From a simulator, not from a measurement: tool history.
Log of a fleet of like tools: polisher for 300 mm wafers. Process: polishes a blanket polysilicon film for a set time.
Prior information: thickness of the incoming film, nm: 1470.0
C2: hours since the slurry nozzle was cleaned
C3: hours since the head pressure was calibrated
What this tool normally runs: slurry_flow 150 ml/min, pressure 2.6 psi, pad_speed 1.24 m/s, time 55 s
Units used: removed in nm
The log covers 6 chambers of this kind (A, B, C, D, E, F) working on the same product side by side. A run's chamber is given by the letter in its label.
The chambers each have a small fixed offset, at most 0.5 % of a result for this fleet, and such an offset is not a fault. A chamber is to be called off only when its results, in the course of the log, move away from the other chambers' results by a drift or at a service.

{"run": "1D", "day": 0.088, "slurry_flow": 150, "pressure": 2.6, "pad_speed": 1.24, "time": 55, "wafers polished on this pad": 529, "C2": 223.7, "C3": 387.3, "removed": 434.82}
{"run": "2B", "day": 0.188, "slurry_flow": 150, "pressure": 2.6, "pad_speed": 1.24, "time": 55, "wafers polished on this pad": 214, "C2": 273.8, "C3": 853.9, "removed": 423.99}
{"run": "3C", "day": 0.267, "slurry_flow": 150, "pressure": 2.6, "pad_speed": 1.24, "time": 55, "wafers polished on this pad": 205, "C2": 765.6, "C3": 132.9, "removed": 431.77}
{"run": "4A", "day": 0.429, "slurry_flow": 150, "pressure": 2.6, "pad_speed": 1.24, "time": 55, "wafers polished on this pad": 563, "C2": 296.7, "C3": 401.2, "removed": 437.96}
{"run": "5E", "day": 0.533, "slurry_flow": 150, "pressure": 2.6, "pad_speed": 1.24, "time": 55, "wafers polished on this pad": 850, "C2": 777.0, "C3": 553.3, "removed": 440.3}
{"day": 0.583, "done": "chamber B: slurry nozzle cleaned"}
{"day": 0.596, "done": "chamber D: worn pad replaced by a new one"}
{"run": "6F", "day": 0.696, "slurry_flow": 150, "pressure": 2.6, "pad_speed": 1.52, "time": 55, "wafers polished on this pad": 505, "C2": 582.5, "C3": 29.0, "removed": 523.28}
{"run": "7E", "day": 0.825, "slurry_flow": 150, "pressure": 2.6, "pad_speed": 1.52, "time": 55, "wafers polished on this pad": 924, "C2": 784.0, "C3": 560.3, "removed": 545.55}
{"day": 0.854, "done": "chamber A: worn pad replaced by a new one"}
{"run": "8F", "day": 0.967, "slurry_flow": 150, "pressure": 2.6, "pad_speed": 1.52, "time": 55, "wafers polished on this pad": 574, "C2": 589.0, "C3": 35.5, "removed": 518.05}
{"run": "9A", "day": 1.1, "slurry_flow": 150, "pressure": 2.6, "pad_speed": 1.52, "time": 55, "wafers polished on this pad": 62, "C2": 312.8, "C3": 417.3, "removed": 532.91}
{"day": 1.183, "done": "chamber E: slurry nozzle cleaned"}
{"run": "10C", "day": 1.229, "slurry_flow": 150, "pressure": 2.6, "pad_speed": 1.52, "time": 55, "wafers polished on this pad": 448, "C2": 788.7, "C3": 156.0, "removed": 538.14}
{"run": "11B", "day": 1.312, "slurry_flow": 150, "pressure": 2.6, "pad_speed": 1.52, "time": 55, "wafers polished on this pad": 499, "C2": 17.6, "C3": 880.9, "removed": 536.12}
{"run": "12D", "day": 1.408, "slurry_flow": 150, "pressure": 2.6, "pad_speed": 1.24, "time": 55, "wafers polished on this pad": 205, "C2": 255.4, "C3": 419.0, "removed": 444.8}
{"run": "13F", "day": 1.529, "slurry_flow": 125, "pressure": 2.6, "pad_speed": 1.58, "time": 55, "wafers polished on this pad": 716, "C2": 602.5, "C3": 49.0, "removed": 511.3}
{"run": "14C", "day": 1.608, "slurry_flow": 125, "pressure": 2.6, "pad_speed": 1.58, "time": 55, "wafers polished on this pad": 545, "C2": 797.8, "C3": 165.1, "removed": 548.2}
{"run": "15A", "day": 1.712, "slurry_flow": 125, "pressure": 2.6, "pad_speed": 1.58, "time": 55, "wafers polished on this pad": 217, "C2": 327.5, "C3": 432.0, "removed": 532.83}
{"run": "16E", "day": 1.854, "slurry_flow": 125, "pressure": 2.6, "pad_speed": 1.58, "time": 55, "wafers polished on this pad": 1185, "C2": 16.2, "C3": 585.0, "removed": 536.11}
{"run": "17B", "day": 1.971, "slurry_flow": 125, "pressure": 2.6, "pad_speed": 1.58, "time": 55, "wafers polished on this pad": 666, "C2": 33.4, "C3": 896.7, "removed": 533.2}
{"run": "18D", "day": 2.146, "slurry_flow": 125, "pressure": 2.6, "pad_speed": 1.58, "time": 55, "wafers polished on this pad": 392, "C2": 273.1, "C3": 436.7, "removed": 546.15}
{"run": "19D", "day": 2.317, "slurry_flow": 150, "pressure": 2.6, "pad_speed": 1.24, "time": 55, "wafers polished on this pad": 436, "C2": 277.2, "C3": 440.8, "removed": 441.22}
{"run": "20B", "day": 2.442, "slurry_flow": 185, "pressure": 2.2, "pad_speed": 1.24, "time": 55, "wafers polished on this pad": 785, "C2": 44.7, "C3": 908.0, "removed": 378.23}
{"day": 2.467, "done": "chamber E: worn pad replaced by a new one"}
{"run": "21E", "day": 2.533, "slurry_flow": 185, "pressure": 2.2, "pad_speed": 1.24, "time": 55, "wafers polished on this pad": 17, "C2": 32.5, "C3": 601.3, "removed": 375.04}
{"run": "22C", "day": 2.688, "slurry_flow": 185, "pressure": 2.2, "pad_speed": 1.24, "time": 55, "wafers polished on this pad": 818, "C2": 823.7, "C3": 191.0, "removed": 375.85}
{"day": 2.833, "done": "chamber B: head pressure recalibrated"}
{"run": "23F", "day": 2.85, "slurry_flow": 185, "pressure": 2.2, "pad_speed": 1.24, "time": 55, "wafers polished on this pad": 1051, "C2": 634.2, "C3": 80.7, "removed": 380.91}
{"run": "24A", "day": 2.938, "slurry_flow": 185, "pressure": 2.2, "pad_speed": 1.24, "time": 55, "wafers polished on this pad": 528, "C2": 356.9, "C3": 461.4, "removed": 377.97}
{"run": "25D", "day": 3.092, "slurry_flow": 185, "pressure": 2.2, "pad_speed": 1.24, "time": 55, "wafers polished on this pad": 632, "C2": 295.8, "C3": 459.4, "removed": 378.5}
{"run": "26F", "day": 3.225, "slurry_flow": 150, "pressure": 2.6, "pad_speed": 0.82, "time": 42, "wafers polished on this pad": 1146, "C2": 643.2, "C3": 89.7, "removed": 219.42}
{"run": "27A", "day": 3.342, "slurry_flow": 150, "pressure": 2.6, "pad_speed": 0.82, "time": 42, "wafers polished on this pad": 630, "C2": 366.6, "C3": 471.1, "removed": 220.05}
{"day": 3.358, "done": "chamber F: slurry nozzle cleaned"}
{"day": 3.396, "done": "chamber F: worn pad replaced by a new one"}
{"run": "28B", "day": 3.45, "slurry_flow": 150, "pressure": 2.6, "pad_speed": 0.82, "time": 42, "wafers polished on this pad": 1041, "C2": 68.9, "C3": 14.9, "removed": 203.48}
{"run": "29E", "day": 3.546, "slurry_flow": 150, "pressure": 2.6, "pad_speed": 0.82, "time": 42, "wafers polished on this pad": 273, "C2": 56.8, "C3": 625.6, "removed": 217.09}
{"day": 3.604, "done": "chamber D: worn pad replaced by a new one"}
{"run": "30C", "day": 3.621, "slurry_flow": 150, "pressure": 2.6, "pad_speed": 0.82, "time": 42, "wafers polished on this pad": 1055, "C2": 846.1, "C3": 213.4, "removed": 222.05}
{"day": 3.708, "done": "chamber A: worn pad replaced by a new one"}
{"run": "31A", "day": 3.775, "slurry_flow": 150, "pressure": 2.6, "pad_speed": 0.82, "time": 42, "wafers polished on this pad": 17, "C2": 377.0, "C3": 481.5, "removed": 222.08}
{"run": "32D", "day": 3.946, "slurry_flow": 150, "pressure": 2.6, "pad_speed": 1.24, "time": 55, "wafers polished on this pad": 87, "C2": 316.3, "C3": 479.9, "removed": 430.34}
{"day": 3.954, "done": "chamber C: slurry nozzle cleaned"}
{"run": "33F", "day": 4.058, "slurry_flow": 150, "pressure": 2.6, "pad_speed": 1.24, "time": 55, "wafers polished on this pad": 168, "C2": 16.8, "C3": 109.7, "removed": 432.8}
{"run": "34B", "day": 4.229, "slurry_flow": 100, "pressure": 2.3, "pad_speed": 1.24, "time": 55, "wafers polished on this pad": 1238, "C2": 87.6, "C3": 33.6, "removed": 329.17}
{"run": "35C", "day": 4.379, "slurry_flow": 100, "pressure": 2.3, "pad_speed": 1.24, "time": 55, "wafers polished on this pad": 1247, "C2": 10.2, "C3": 231.6, "removed": 347.14}
{"run": "36E", "day": 4.542, "slurry_flow": 100, "pressure": 2.3, "pad_speed": 1.24, "time": 55, "wafers polished on this pad": 526, "C2": 80.7, "C3": 649.5, "removed": 347.6}
{"run": "37B", "day": 4.679, "slurry_flow": 100, "pressure": 2.3, "pad_speed": 1.24, "time": 55, "wafers polished on this pad": 1352, "C2": 98.4, "C3": 44.4, "removed": 332.65}
{"day": 4.733, "done": "chamber C: worn pad replaced by a new one"}
{"run": "38A", "day": 4.85, "slurry_flow": 100, "pressure": 2.3, "pad_speed": 1.24, "time": 55, "wafers polished on this pad": 290, "C2": 402.8, "C3": 507.3, "removed": 345.16}
{"run": "39C", "day": 4.996, "slurry_flow": 100, "pressure": 2.3, "pad_speed": 1.24, "time": 55, "wafers polished on this pad": 67, "C2": 25.0, "C3": 246.4, "removed": 351.47}
{"run": "40D", "day": 5.133, "slurry_flow": 150, "pressure": 2.6, "pad_speed": 1.24, "time": 55, "wafers polished on this pad": 388, "C2": 344.8, "C3": 508.4, "removed": 432.33}
{"run": "41F", "day": 5.233, "slurry_flow": 150, "pressure": 2.6, "pad_speed": 1.24, "time": 55, "wafers polished on this pad": 466, "C2": 45.0, "C3": 137.9, "removed": 433.77}
{"run": "42E", "day": 5.346, "slurry_flow": 150, "pressure": 2.6, "pad_speed": 1.24, "time": 55, "wafers polished on this pad": 729, "C2": 100.0, "C3": 668.8, "removed": 437.45}

One chamber off, gauge drift, or nothing amiss beyond the chambers' own small offsets? If it is a chamber, which one, and what is the likeliest cause?

A service left chamber B off against the others.
Likeliest cause: head's pressure below its setpoint, % = 6.94.

Below are 4 candidate recipes for chamber B's next run, each the usual settings with a change, their results shown as question marks. Which of them brings B's results back in line with what the other chambers give on the usual settings?
To be in line, a result may differ from the other chambers' mean on the usual settings by at most: removed 18.00 nm
{"run": "43B-1", "day": 5.471, "slurry_flow": 150, "pressure": 2.5, "pad_speed": 1.2, "time": 54, "removed": "?"}
{"run": "43B-2", "day": 5.471, "slurry_flow": 145, "pressure": 2.6, "pad_speed": 1.06, "time": 55, "removed": "?"}
{"run": "43B-3", "day": 5.471, "slurry_flow": 150, "pressure": 3.0, "pad_speed": 1.24, "time": 55, "removed": "?"}
{"run": "43B-4", "day": 5.471, "slurry_flow": 150, "pressure": 2.7, "pad_speed": 1.28, "time": 56, "removed": "?"}

What the other chambers average on the usual settings: removed 435.34 nm
run=43B-1 removed=369.15
run=43B-2 removed=343.99
run=43B-3 removed=465.74
run=43B-4 removed=440.48
Change 43B-4 lands the chamber within the allowed miss of the other chambers.

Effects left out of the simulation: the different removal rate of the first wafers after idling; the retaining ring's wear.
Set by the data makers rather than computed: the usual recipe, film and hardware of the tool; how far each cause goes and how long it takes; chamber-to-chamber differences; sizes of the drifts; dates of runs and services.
